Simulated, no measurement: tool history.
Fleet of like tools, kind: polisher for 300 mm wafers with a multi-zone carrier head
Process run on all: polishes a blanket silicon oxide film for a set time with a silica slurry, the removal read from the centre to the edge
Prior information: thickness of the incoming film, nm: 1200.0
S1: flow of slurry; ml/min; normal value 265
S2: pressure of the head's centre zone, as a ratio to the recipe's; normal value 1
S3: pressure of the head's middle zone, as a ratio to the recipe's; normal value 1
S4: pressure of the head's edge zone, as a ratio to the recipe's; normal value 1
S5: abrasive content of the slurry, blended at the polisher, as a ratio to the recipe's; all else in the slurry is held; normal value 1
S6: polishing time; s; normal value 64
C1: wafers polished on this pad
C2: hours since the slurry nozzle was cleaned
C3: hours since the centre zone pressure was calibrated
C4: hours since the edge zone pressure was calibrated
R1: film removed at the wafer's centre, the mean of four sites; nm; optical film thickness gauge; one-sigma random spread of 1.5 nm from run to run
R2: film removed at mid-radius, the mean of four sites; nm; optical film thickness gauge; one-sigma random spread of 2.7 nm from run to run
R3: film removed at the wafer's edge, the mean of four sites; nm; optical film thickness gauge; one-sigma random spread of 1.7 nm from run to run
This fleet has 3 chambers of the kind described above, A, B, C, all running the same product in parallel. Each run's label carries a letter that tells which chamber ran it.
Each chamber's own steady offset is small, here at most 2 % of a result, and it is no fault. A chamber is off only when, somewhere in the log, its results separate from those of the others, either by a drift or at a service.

Run 1A, hour 4.2: usual settings; C1 211; C2 78; C3 1227.8; C4 1189.1. Result: R1 190.85 nm, R2 187.69 nm, R3 190.22 nm.
Run 2B, hour 7.6: usual settings; C1 859; C2 225.3; C3 799.7; C4 801.5. Result: R1 188.78 nm, R2 194.29 nm, R3 187.77 nm.
Run 3C, hour 11.5: usual settings; C1 534; C2 24.4; C3 200.9; C4 372.1. Result: R1 189.8 nm, R2 186.04 nm, R3 190.02 nm.
Run 4C, hour 16.1: usual settings; C1 603; C2 29; C3 205.5; C4 376.7. Result: R1 188.45 nm, R2 184.24 nm, R3 189.64 nm.
Run 5B, hour 18.7: usual settings; C1 1026; C2 236.4; C3 810.8; C4 812.6. Result: R1 186.86 nm, R2 191.48 nm, R3 192.19 nm.
Run 6A, hour 21.7: usual settings but S5 1.2, S6 49 s; C1 473; C2 95.5; C3 1245.3; C4 1206.6. Result: R1 160.38 nm, R2 152.43 nm, R3 160.2 nm.
At hour 24: chamber A: worn pad replaced by a new one.
At hour 26.4: chamber B: worn pad replaced by a new one.
Run 7B, hour 26.9: usual settings but S5 1.2, S6 49 s; C1 8; C2 244.6; C3 819; C4 820.8. Result: R1 155.56 nm, R2 156.04 nm, R3 156.48 nm.
Run 8A, hour 30.7: usual settings but S5 1.2, S6 49 s; C1 100; C2 104.5; C3 1254.3; C4 1215.6. Result: R1 159.75 nm, R2 155.47 nm, R3 158.45 nm.
Run 9C, hour 33.8: usual settings; C1 868; C2 46.7; C3 223.2; C4 394.4. Result: R1 184.96 nm, R2 179.52 nm, R3 187.04 nm.
Run 10C, hour 36.5: usual settings; C1 908; C2 49.4; C3 225.9; C4 397.1. Result: R1 183.53 nm, R2 181.71 nm, R3 189.53 nm.
Run 11B, hour 39.3: usual settings; C1 194; C2 257; C3 831.4; C4 833.2. Result: R1 188.5 nm, R2 190.88 nm, R3 190.17 nm.
Run 12A, hour 43.4: usual settings; C1 290; C2 117.2; C3 1267; C4 1228.3. Result: R1 189.9 nm, R2 187.89 nm, R3 193.08 nm.
Run 13C, hour 46.2: usual settings; C1 1053; C2 59.1; C3 235.6; C4 406.8. Result: R1 184.29 nm, R2 178.48 nm, R3 187.92 nm.
Run 14B, hour 49.7: usual settings; C1 349; C2 267.4; C3 841.8; C4 843.6. Result: R1 188.88 nm, R2 194.46 nm, R3 188.76 nm.
Run 15A, hour 53.8: usual settings; C1 446; C2 127.6; C3 1277.4; C4 1238.7. Result: R1 190.64 nm, R2 188.02 nm, R3 192.68 nm.
At hour 55.4: chamber A: worn pad replaced by a new one.
Run 16A, hour 57.7: usual settings; C1 35; C2 131.5; C3 1281.3; C4 1242.6. Result: R1 188.6 nm, R2 190.92 nm, R3 190.9 nm.
Run 17C, hour 60.9: usual settings; C1 1273; C2 73.8; C3 250.3; C4 421.5. Result: R1 185.36 nm, R2 178.28 nm, R3 184.26 nm.
Run 18B, hour 63.3: usual settings; C1 553; C2 281; C3 855.4; C4 857.2. Result: R1 187.52 nm, R2 193.03 nm, R3 189.59 nm.
Run 19A, hour 67.7: usual settings; C1 184; C2 141.5; C3 1291.3; C4 1252.6. Result: R1 192.55 nm, R2 187.99 nm, R3 189.93 nm.
At hour 68.2: chamber B: edge zone pressure recalibrated.
Run 20C, hour 71.3: usual settings; C1 1429; C2 84.2; C3 260.7; C4 431.9. Result: R1 181.8 nm, R2 183.87 nm, R3 179.56 nm.
Run 21B, hour 73.9: usual settings but S2 0.95; C1 711; C2 291.6; C3 866; C4 5.7. Result: R1 176.73 nm, R2 195.7 nm, R3 189.04 nm.
Run 22A, hour 77: usual settings but S2 0.95; C1 324; C2 150.8; C3 1300.6; C4 1261.9. Result: R1 181.32 nm, R2 188.68 nm, R3 191.94 nm.
Run 23C, hour 79.3: usual settings but S2 0.95; C1 1549; C2 92.2; C3 268.7; C4 439.9. Result: R1 172.22 nm, R2 180.07 nm, R3 182.51 nm.
Run 24B, hour 82.2: usual settings; C1 836; C2 299.9; C3 874.3; C4 14. Result: R1 190.75 nm, R2 193.51 nm, R3 187.9 nm.
At hour 83.8: chamber B: slurry nozzle cleaned.
Run 25B, hour 84.9: usual settings but S1 205 ml/min, S2 0.96; C1 876; C2 1.1; C3 877; C4 16.7. Result: R1 173.27 nm, R2 188.06 nm, R3 185.26 nm.
Run 26A, hour 87.2: usual settings but S1 205 ml/min, S2 0.96; C1 476; C2 161; C3 1310.8; C4 1272.1. Result: R1 178.04 nm, R2 180.99 nm, R3 187.51 nm.
At hour 90.3: chamber A: worn pad replaced by a new one.
Run 27C, hour 92: usual settings but S1 205 ml/min, S2 0.96; C1 1739; C2 104.9; C3 281.4; C4 452.6. Result: R1 166.55 nm, R2 166.16 nm, R3 174.83 nm.
Run 28A, hour 96: usual settings; C1 86; C2 169.8; C3 1319.6; C4 1280.9. Result: R1 187.57 nm, R2 186.22 nm, R3 189.54 nm.
Run 29B, hour 99.4: usual settings but S2 1.11; C1 1093; C2 15.6; C3 891.5; C4 31.2. Result: R1 212.83 nm, R2 185.34 nm, R3 187.98 nm.
Run 30C, hour 104.4: usual settings but S2 1.11; C1 1924; C2 117.3; C3 293.8; C4 465. Result: R1 198.39 nm, R2 175.24 nm, R3 175.72 nm.
Run 31B, hour 109.4: usual settings but S2 1.11; C1 1243; C2 25.6; C3 901.5; C4 41.2. Result: R1 210.28 nm, R2 190.63 nm, R3 188.34 nm.
At hour 110.7: chamber B: worn pad replaced by a new one.
Run 32C, hour 112.7: usual settings; C1 2048; C2 125.6; C3 302.1; C4 473.3. Result: R1 177.58 nm, R2 174.14 nm, R3 178.57 nm.
Run 33A, hour 115.3: usual settings; C1 374; C2 189.1; C3 1338.9; C4 1300.2. Result: R1 189.68 nm, R2 188.55 nm, R3 191.39 nm.
Run 34C, hour 119.5: usual settings; C1 2150; C2 132.4; C3 308.9; C4 480.1. Result: R1 177.52 nm, R2 169.12 nm, R3 174.88 nm.
At hour 122.4: chamber A: worn pad replaced by a new one.
Run 35A, hour 123.7: usual settings; C1 19; C2 197.5; C3 1347.3; C4 1308.6. Result: R1 190.04 nm, R2 185.96 nm, R3 192.24 nm.
Run 36B, hour 126.5: usual settings; C1 237; C2 42.7; C3 918.6; C4 58.3. Result: R1 185.14 nm, R2 188.05 nm, R3 191.45 nm.
Run 37B, hour 129.6: usual settings; C1 283; C2 45.8; C3 921.7; C4 61.4. Result: R1 189.41 nm, R2 187.65 nm, R3 188.89 nm.

Which is it: a chamber that has drifted or been left off by a service, a gauge drift common to all chambers, or only each chamber's usual small offset? If a chamber is off, name it and its likeliest cause.

It is chamber C that slowly wanders off from its peers.
Likeliest cause: removal rate lost through wear of the pad, % = 7.56.
It could be hard to tell apart here from: slurry flow missing at the pad, %.

Here are 4 candidates for chamber C's next run, each the usual settings with a change, their results left as question marks. Which one brings its results back in line with what the others give on the usual settings?
A result is in line if it is within this distance of the other chambers' mean on the usual settings: R1 5.2 nm; R2 9.4 nm; R3 5.8 nm
Run 38C-1, hour 133.4: usual settings but S3 1.01, S6 66 s. Result: R1 ?, R2 ?, R3 ?.
Run 38C-2, hour 133.4: usual settings but S1 270 ml/min, S3 1.01, S6 69 s. Result: R1 ?, R2 ?, R3 ?.
Run 38C-3, hour 133.4: usual settings but S3 0.99, S6 62 s. Result: R1 ?, R2 ?, R3 ?.
Run 38C-4, hour 133.4: usual settings but S1 260 ml/min, S3 0.99, S6 59 s. Result: R1 ?, R2 ?, R3 ?.

Average result of the remaining chambers running the usual settings: R1 189.27 nm; R2 189.68 nm; R3 190.39 nm
  run      R1      R2      R3
38C-1  180.45  179.88     181
38C-2  189.08  188.44  189.52
38C-3  169.49  165.86  170.08
38C-4  160.91  157.51   161.6
It is 38C-2 that realigns the chamber with its peers.
